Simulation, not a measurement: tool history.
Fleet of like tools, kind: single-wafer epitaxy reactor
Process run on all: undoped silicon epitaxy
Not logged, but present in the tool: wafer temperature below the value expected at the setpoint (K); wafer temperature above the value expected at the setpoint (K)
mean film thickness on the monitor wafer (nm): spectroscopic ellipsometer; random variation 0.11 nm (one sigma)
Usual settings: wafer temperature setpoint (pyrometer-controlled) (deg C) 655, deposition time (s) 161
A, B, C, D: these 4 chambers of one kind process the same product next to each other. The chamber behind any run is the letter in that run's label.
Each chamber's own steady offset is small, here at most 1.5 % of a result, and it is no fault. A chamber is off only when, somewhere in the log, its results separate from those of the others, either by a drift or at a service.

run,hour,wafer temperature setpoint (pyrometer-controlled) (deg C),deposition time (s),hours since the last pyrometer calibration,"read-back reference wafer on the same gauge, thickness_nm",mean film thickness on the monitor wafer (nm)
1A,5,655,161,400.9,33.595,30.542
2B,9.9,655,161,632.8,33.606,30.396
3D,15.9,655,161,2039.8,33.617,29.806
4C,20.7,655,161,283.4,33.593,29.814
5C,26.7,655,161,289.4,33.587,29.931
6A,30.2,655,161,426.1,33.626,30.411
7B,34,655,161,656.9,33.593,30.303
8D,39.8,655,151,2063.7,33.596,27.96
9D,46.9,655,151,2070.8,33.58,28.082
10A,50.3,655,151,446.2,33.607,28.512
11C,56.6,655,151,319.3,33.617,28.012
12B,62.7,655,161,685.6,33.641,30.497
13D,67.4,655,161,2091.3,33.602,29.956
14B,73.5,655,161,696.4,33.602,30.361
15A,78,655,161,473.9,33.59,30.521
16C,84.9,655,161,347.6,33.611,29.913
17B,92.2,655,161,715.1,33.599,30.706
18D,98.2,655,161,2122.1,33.598,29.882
19C,101.8,655,161,364.5,33.594,29.838
20A,106.4,655,161,502.3,33.588,30.309
21A,111.9,655,161,507.8,33.581,30.242
22B,117.1,655,161,740,33.591,30.793
23D,121.2,655,161,2145.1,33.613,30.057
24C,127.9,655,161,390.6,33.593,29.775
25A,135.4,655,161,531.3,33.605,30.776
26C,142.9,655,161,405.6,33.608,29.832
27B,147.7,655,161,770.6,33.589,30.969
28D,152.1,642,138,2176,33.621,19.123

What goes on in this fleet: one chamber off, a drifting gauge, or nothing beyond the chambers' own small offsets? Name the chamber and the cause, if any.

Little by little, chamber B moves away from the other chambers.
Likeliest cause: wafer temperature above the value expected at the setpoint (K) = 1.12.

Below are 4 candidate recipes for chamber B's next run, each the usual settings with a change, their results shown as question marks. Which of them brings B's results back in line with what the other chambers give on the usual settings?
Maximum distance from the other chambers' mean on the usual settings for a result to count as in line: mean film thickness on the monitor wafer (nm) 0.39
29B-1,157.5,654,160,,,?
29B-2,157.5,655,160,,,?
29B-3,157.5,655,162,,,?
29B-4,157.5,655,166,,,?

What the other chambers average on the usual settings: mean film thickness on the monitor wafer (nm) 30.083
run,mean film thickness on the monitor wafer (nm)
29B-1,30.1
29B-2,30.765
29B-3,31.15
29B-4,31.919
Change 29B-1 lands the chamber within the allowed miss of the other chambers.
